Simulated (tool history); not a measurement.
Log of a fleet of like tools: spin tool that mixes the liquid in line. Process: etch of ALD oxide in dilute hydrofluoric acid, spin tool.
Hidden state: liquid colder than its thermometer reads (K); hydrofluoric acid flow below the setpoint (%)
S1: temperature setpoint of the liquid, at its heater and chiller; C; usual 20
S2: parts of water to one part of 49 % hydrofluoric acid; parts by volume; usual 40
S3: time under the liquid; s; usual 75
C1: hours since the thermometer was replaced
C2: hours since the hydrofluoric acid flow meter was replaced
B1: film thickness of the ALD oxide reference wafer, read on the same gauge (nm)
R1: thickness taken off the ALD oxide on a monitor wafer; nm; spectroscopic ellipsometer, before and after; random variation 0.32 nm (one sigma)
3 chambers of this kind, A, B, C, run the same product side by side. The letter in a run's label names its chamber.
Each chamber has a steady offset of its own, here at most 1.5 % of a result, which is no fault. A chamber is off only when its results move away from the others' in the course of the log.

Run 1C, day 0.304: usual settings; C1 2786.6; C2 521.3; B1 29.983. Result: R1 39.501 nm.
Run 2A, day 0.475: usual settings; C1 403.3; C2 329; B1 30.01. Result: R1 39.468 nm.
Run 3B, day 0.738: usual settings; C1 184.7; C2 1029.5; B1 29.991. Result: R1 39.727 nm.
Run 4A, day 1.033: usual settings; C1 416.7; C2 342.4; B1 30.045. Result: R1 39.363 nm.
Run 5B, day 1.225: usual settings but S2 20 parts by volume; C1 196.4; C2 1041.2; B1 29.991. Result: R1 81.24 nm.
Run 6C, day 1.45: usual settings but S2 20 parts by volume; C1 2814.1; C2 548.8; B1 29.985. Result: R1 80.834 nm.
Run 7B, day 1.788: usual settings but S2 20 parts by volume; C1 209.9; C2 1054.7; B1 29.947. Result: R1 80.9 nm.
Run 8C, day 2.088: usual settings; C1 2829.4; C2 564.1; B1 30.029. Result: R1 38.85 nm.
Run 9A, day 2.296: usual settings but S1 17.5 C; C1 447; C2 372.7; B1 30.01. Result: R1 35.384 nm.
Run 10B, day 2.538: usual settings but S1 17.5 C; C1 227.9; C2 1072.7; B1 29.97. Result: R1 35.889 nm.
Run 11C, day 2.738: usual settings but S1 17.5 C; C1 2845; C2 579.7; B1 29.979. Result: R1 34.256 nm.
Run 12A, day 2.933: usual settings; C1 462.3; C2 388; B1 30.027. Result: R1 39.325 nm.
Run 13A, day 3.167: usual settings; C1 467.9; C2 393.6; B1 30.019. Result: R1 39.128 nm.
Run 14C, day 3.508: usual settings but S1 24 C; C1 2863.5; C2 598.2; B1 30.006. Result: R1 44.787 nm.
Run 15B, day 3.758: usual settings but S1 24 C; C1 257.2; C2 1102; B1 29.963. Result: R1 46.535 nm.
Run 16B, day 4.029: usual settings but S1 24 C; C1 263.7; C2 1108.5; B1 29.949. Result: R1 47.196 nm.
Run 17A, day 4.212: usual settings; C1 493; C2 418.7; B1 30.011. Result: R1 38.86 nm.
Run 18C, day 4.45: usual settings; C1 2886.1; C2 620.8; B1 30.018. Result: R1 36.859 nm.
Run 19B, day 4.746: usual settings; C1 280.9; C2 1125.7; B1 30.002. Result: R1 39.826 nm.
Run 20A, day 5.075: usual settings but S2 25 parts by volume, S3 55 s; C1 513.7; C2 439.4; B1 30.032. Result: R1 47.716 nm.
At day 5.271: chamber C: thermometer replaced.
Run 21C, day 5.367: usual settings but S2 25 parts by volume, S3 55 s; C1 2.3; C2 642.8; B1 30.046. Result: R1 43.04 nm.

All 3 chambers run these settings next. Forecast each chamber's results:
Run 22A, day 5.608: usual settings but S3 55 s. Result: R1 ?.
Run 22B, day 5.608: usual settings but S3 55 s. Result: R1 ?.
Run 22C, day 5.608: usual settings but S3 55 s. Result: R1 ?.

run      R1
22A  29.164
22B  28.892
22C  26.617

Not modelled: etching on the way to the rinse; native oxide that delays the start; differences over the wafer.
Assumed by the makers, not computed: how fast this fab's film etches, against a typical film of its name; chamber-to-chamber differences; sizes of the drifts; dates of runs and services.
